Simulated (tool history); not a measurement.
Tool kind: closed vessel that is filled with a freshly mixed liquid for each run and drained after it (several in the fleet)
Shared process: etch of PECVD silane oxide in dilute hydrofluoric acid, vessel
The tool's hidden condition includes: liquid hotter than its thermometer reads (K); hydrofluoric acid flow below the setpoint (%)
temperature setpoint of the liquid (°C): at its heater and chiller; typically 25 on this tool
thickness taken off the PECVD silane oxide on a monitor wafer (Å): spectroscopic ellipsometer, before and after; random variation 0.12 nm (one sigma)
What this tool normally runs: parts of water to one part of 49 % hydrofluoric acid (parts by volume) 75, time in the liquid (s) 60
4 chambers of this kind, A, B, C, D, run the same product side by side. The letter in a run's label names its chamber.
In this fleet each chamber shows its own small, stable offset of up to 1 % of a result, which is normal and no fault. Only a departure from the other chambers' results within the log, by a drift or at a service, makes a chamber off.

run   hour  temperature setpoint of the liquid (°C)  parts of water to one part of 49 % hydrofluoric acid (parts by volume)  time in the liquid (s)  hours since the thermometer was replaced  hours since the hydrofluoric acid flow meter was replaced  read-back film thickness of the PECVD silane oxide reference wafer, read on the same gauge (nm)  thickness taken off the PECVD silane oxide on a monitor wafer (Å)
 1A    5.8                                       25                                                                      75                      60                                     927.2                                                      624.2                                                                                              140                                                             154.43
 2C   12.1                                       25                                                                      75                      60                                     264.3                                                      159.9                                                                                              140                                                              152.3
 3B   20.3                                       25                                                                      75                      60                                      82.9                                                      323.1                                                                                           139.99                                                             153.57
 4D   24.7                                       25                                                                      75                      60                                     397.6                                                     2218.2                                                                                           140.01                                                             155.29
      28.5  -- chamber D: hydrofluoric acid flow meter replaced
 5A   32.9                                       29                                                                      75                      70                                     954.3                                                      651.3                                                                                           139.98                                                             212.72
 6B   40.1                                       29                                                                      75                      70                                     102.7                                                      342.9                                                                                           140.02                                                             209.59
 7D   45.2                                       29                                                                      75                      70                                     418.1                                                       16.8                                                                                           140.01                                                             208.16
 8C   53.6                                       29                                                                      75                      70                                     305.8                                                      201.4                                                                                              140                                                             211.49
 9B   60.6                                       25                                                                      75                      60                                     123.2                                                      363.4                                                                                              140                                                             152.21
10D   66.9                                       25                                                                      75                      60                                     439.8                                                       38.5                                                                                              140                                                              156.3
11C   71.1                                       25                                                                      75                      60                                     323.3                                                      218.9                                                                                           139.98                                                             153.84
12A   79.1                                       25                                                                      75                      60                                    1000.5                                                      697.5                                                                                           140.03                                                             154.48
13D   87.1                                       25                                                                      75                      60                                       460                                                       58.7                                                                                           139.99                                                             154.52
14A   92.1                                       25                                                                      75                      60                                    1013.5                                                      710.5                                                                                              140                                                             154.81
15B   99.8                                       25                                                                      75                      60                                     162.4                                                      402.6                                                                                           139.97                                                             153.52
16C  103.9                                       25                                                                      75                      60                                     356.1                                                      251.7                                                                                              140                                                             156.58
17B  111.2                                       25                                                                      75                      60                                     173.8                                                        414                                                                                           139.99                                                             155.16
18A  116.8                                       25                                                                      75                      60                                    1038.2                                                      735.2                                                                                           140.01                                                             153.07
19C  121.2                                       25                                                                      75                      60                                     373.4                                                        269                                                                                           139.99                                                             153.44
20D  128.9                                       25                                                                      75                      85                                     501.8                                                      100.5                                                                                           140.02                                                             219.04
21B  134.9                                       25                                                                      75                      85                                     197.5                                                      437.7                                                                                           139.98                                                             216.13
22C  140.7                                       25                                                                      75                      85                                     392.9                                                      288.5                                                                                           139.97                                                             219.83
23D  149.3                                       25                                                                      75                      85                                     522.2                                                      120.9                                                                                           140.01                                                             220.83
24A  157.8                                       25                                                                      75                      50                                    1079.2                                                      776.2                                                                                              140                                                             129.27
25A  164.2                                       25                                                                      75                      50                                    1085.6                                                      782.6                                                                                           139.97                                                             128.88
26B  171.8                                       25                                                                      75                      50                                     234.4                                                      474.6                                                                                           140.01                                                             128.98
27D  178.7                                       25                                                                      75                      50                                     551.6                                                      150.3                                                                                           139.98                                                             128.49
28C    184                                       25                                                                     110                      60                                     436.2                                                      331.8                                                                                           139.97                                                             100.85
29B  188.5                                       25                                                                     110                      60                                     251.1                                                      491.3                                                                                           140.02                                                             98.424

One chamber off, gauge drift, or nothing amiss beyond the chambers' own small offsets? If it is a chamber, which one, and what is the likeliest cause?

Beyond each chamber's small constant offset nothing stands out, and the gauge stays steady.
